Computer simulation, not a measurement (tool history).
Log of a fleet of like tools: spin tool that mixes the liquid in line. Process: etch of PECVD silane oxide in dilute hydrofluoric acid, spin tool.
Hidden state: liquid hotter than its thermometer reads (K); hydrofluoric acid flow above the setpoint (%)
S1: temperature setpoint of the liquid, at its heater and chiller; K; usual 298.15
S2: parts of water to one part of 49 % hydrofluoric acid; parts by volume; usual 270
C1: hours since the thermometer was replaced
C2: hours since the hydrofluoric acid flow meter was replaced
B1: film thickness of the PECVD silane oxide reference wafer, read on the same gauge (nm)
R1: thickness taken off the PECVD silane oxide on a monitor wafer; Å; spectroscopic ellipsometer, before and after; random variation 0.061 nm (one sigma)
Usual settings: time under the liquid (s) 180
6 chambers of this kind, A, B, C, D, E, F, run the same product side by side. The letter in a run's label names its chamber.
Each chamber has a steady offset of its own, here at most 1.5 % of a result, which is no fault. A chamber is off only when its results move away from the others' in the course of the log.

run 1C hour=4.3 | S1=298.15 S2=270 time_under_the_liquid_(s)=180 | C1=2365.8 C2=77.9 | B1=60.006 | R1=165.68
run 2B hour=7.8 | S1=298.15 S2=270 time_under_the_liquid_(s)=180 | C1=839.5 C2=867.2 | B1=59.989 | R1=166.57
run 3E hour=10.0 | S1=298.15 S2=270 time_under_the_liquid_(s)=180 | C1=1645.5 C2=890.7 | B1=60.032 | R1=165.90
run 4A hour=12.9 | S1=298.15 S2=270 time_under_the_liquid_(s)=180 | C1=719.1 C2=224.2 | B1=60.005 | R1=167.11
run 5F hour=15.2 | S1=298.15 S2=155 time_under_the_liquid_(s)=180 | C1=1156.5 C2=2022.7 | B1=59.982 | R1=321.60
run 6D hour=17.8 | S1=298.15 S2=155 time_under_the_liquid_(s)=180 | C1=242.6 C2=584.9 | B1=60.001 | R1=331.45
run 7E hour=21.0 | S1=298.15 S2=155 time_under_the_liquid_(s)=180 | C1=1656.5 C2=901.7 | B1=60.050 | R1=327.29
run 8D hour=23.8 | S1=298.15 S2=155 time_under_the_liquid_(s)=180 | C1=248.6 C2=590.9 | B1=59.963 | R1=329.27
run 9B hour=27.0 | S1=298.15 S2=155 time_under_the_liquid_(s)=180 | C1=858.7 C2=886.4 | B1=59.989 | R1=325.03
run 10F hour=29.7 | S1=298.15 S2=155 time_under_the_liquid_(s)=180 | C1=1171.0 C2=2037.2 | B1=59.965 | R1=320.03
run 11C hour=33.9 | S1=298.15 S2=270 time_under_the_liquid_(s)=180 | C1=2395.4 C2=107.5 | B1=59.973 | R1=163.54
run 12A hour=38.0 | S1=298.15 S2=270 time_under_the_liquid_(s)=180 | C1=744.2 C2=249.3 | B1=59.990 | R1=167.24
run 13A hour=42.3 | S1=298.15 S2=270 time_under_the_liquid_(s)=180 | C1=748.5 C2=253.6 | B1=60.001 | R1=168.42
run 14B hour=45.2 | S1=298.15 S2=270 time_under_the_liquid_(s)=180 | C1=876.9 C2=904.6 | B1=60.027 | R1=166.61
run 15F hour=49.1 | S1=298.15 S2=270 time_under_the_liquid_(s)=180 | C1=1190.4 C2=2056.6 | B1=60.010 | R1=165.80
run 16D hour=52.5 | S1=298.15 S2=270 time_under_the_liquid_(s)=180 | C1=277.3 C2=619.6 | B1=59.965 | R1=166.80
-- hour=54.7 chamber F: hydrofluoric acid flow meter replaced
run 17E hour=56.2 | S1=298.15 S2=270 time_under_the_liquid_(s)=180 | C1=1691.7 C2=936.9 | B1=60.020 | R1=165.49
run 18C hour=58.4 | S1=298.15 S2=270 time_under_the_liquid_(s)=180 | C1=2419.9 C2=132.0 | B1=60.035 | R1=164.48
-- hour=61.0 chamber E: hydrofluoric acid flow meter replaced
run 19A hour=61.8 | S1=298.15 S2=270 time_under_the_liquid_(s)=180 | C1=768.0 C2=273.1 | B1=59.964 | R1=166.67
run 20C hour=64.3 | S1=298.15 S2=270 time_under_the_liquid_(s)=180 | C1=2425.8 C2=137.9 | B1=60.036 | R1=165.18
run 21E hour=67.7 | S1=298.15 S2=270 time_under_the_liquid_(s)=180 | C1=1703.2 C2=6.8 | B1=59.990 | R1=166.07
run 22F hour=71.6 | S1=298.15 S2=270 time_under_the_liquid_(s)=180 | C1=1212.9 C2=17.0 | B1=60.005 | R1=165.34
run 23D hour=76.2 | S1=296.65 S2=270 time_under_the_liquid_(s)=240 | C1=301.0 C2=643.3 | B1=60.017 | R1=209.36
-- hour=76.4 chamber B: hydrofluoric acid flow meter replaced
run 24B hour=80.5 | S1=296.65 S2=270 time_under_the_liquid_(s)=240 | C1=912.2 C2=4.2 | B1=59.972 | R1=209.95
run 25F hour=83.2 | S1=296.65 S2=270 time_under_the_liquid_(s)=240 | C1=1224.5 C2=28.6 | B1=60.003 | R1=208.78
run 26D hour=85.8 | S1=296.65 S2=270 time_under_the_liquid_(s)=240 | C1=310.6 C2=652.9 | B1=60.010 | R1=210.07
run 27C hour=89.2 | S1=296.65 S2=270 time_under_the_liquid_(s)=240 | C1=2450.7 C2=162.8 | B1=60.014 | R1=208.50
run 28A hour=92.1 | S1=296.65 S2=270 time_under_the_liquid_(s)=240 | C1=798.3 C2=303.4 | B1=60.010 | R1=210.79
run 29E hour=94.4 | S1=298.15 S2=270 time_under_the_liquid_(s)=180 | C1=1729.9 C2=33.5 | B1=59.976 | R1=165.85
run 30B hour=96.9 | S1=298.15 S2=270 time_under_the_liquid_(s)=180 | C1=928.6 C2=20.6 | B1=60.026 | R1=166.53
run 31C hour=101.3 | S1=298.15 S2=270 time_under_the_liquid_(s)=180 | C1=2462.8 C2=174.9 | B1=59.999 | R1=164.69
run 32F hour=106.1 | S1=298.15 S2=270 time_under_the_liquid_(s)=180 | C1=1247.4 C2=51.5 | B1=59.996 | R1=164.03
run 33B hour=108.6 | S1=298.15 S2=270 time_under_the_liquid_(s)=180 | C1=940.3 C2=32.3 | B1=59.999 | R1=165.50
run 34E hour=112.1 | S1=298.15 S2=270 time_under_the_liquid_(s)=180 | C1=1747.6 C2=51.2 | B1=60.040 | R1=166.12
run 35D hour=115.7 | S1=294.65 S2=150 time_under_the_liquid_(s)=180 | C1=340.5 C2=682.8 | B1=60.048 | R1=298.03
run 36A hour=119.9 | S1=294.65 S2=150 time_under_the_liquid_(s)=180 | C1=826.1 C2=331.2 | B1=59.956 | R1=294.39
run 37C hour=124.2 | S1=294.65 S2=150 time_under_the_liquid_(s)=180 | C1=2485.7 C2=197.8 | B1=59.991 | R1=291.83
run 38E hour=129.0 | S1=294.65 S2=150 time_under_the_liquid_(s)=180 | C1=1764.5 C2=68.1 | B1=59.993 | R1=296.75
run 39A hour=133.5 | S1=294.65 S2=150 time_under_the_liquid_(s)=180 | C1=839.7 C2=344.8 | B1=60.015 | R1=295.38
run 40D hour=137.4 | S1=294.65 S2=150 time_under_the_liquid_(s)=180 | C1=362.2 C2=704.5 | B1=59.982 | R1=300.24
run 41B hour=141.9 | S1=298.15 S2=270 time_under_the_liquid_(s)=180 | C1=973.6 C2=65.6 | B1=59.987 | R1=166.65
run 42F hour=144.2 | S1=298.15 S2=345 time_under_the_liquid_(s)=180 | C1=1285.5 C2=89.6 | B1=59.991 | R1=120.10
run 43F hour=148.1 | S1=298.15 S2=345 time_under_the_liquid_(s)=180 | C1=1289.4 C2=93.5 | B1=60.025 | R1=120.96
run 44D hour=151.9 | S1=298.15 S2=345 time_under_the_liquid_(s)=180 | C1=376.7 C2=719.0 | B1=59.998 | R1=120.57

Next, every chamber runs the same settings. What will each give?
run 45A hour=155.4 | S1=298.15 S2=270 time_under_the_liquid_(s)=180 | R1=?
run 45B hour=155.4 | S1=298.15 S2=270 time_under_the_liquid_(s)=180 | R1=?
run 45C hour=155.4 | S1=298.15 S2=270 time_under_the_liquid_(s)=180 | R1=?
run 45D hour=155.4 | S1=298.15 S2=270 time_under_the_liquid_(s)=180 | R1=?
run 45E hour=155.4 | S1=298.15 S2=270 time_under_the_liquid_(s)=180 | R1=?
run 45F hour=155.4 | S1=298.15 S2=270 time_under_the_liquid_(s)=180 | R1=?

run=45A R1=166.77
run=45B R1=165.79
run=45C R1=164.85
run=45D R1=166.22
run=45E R1=166.13
run=45F R1=165.32
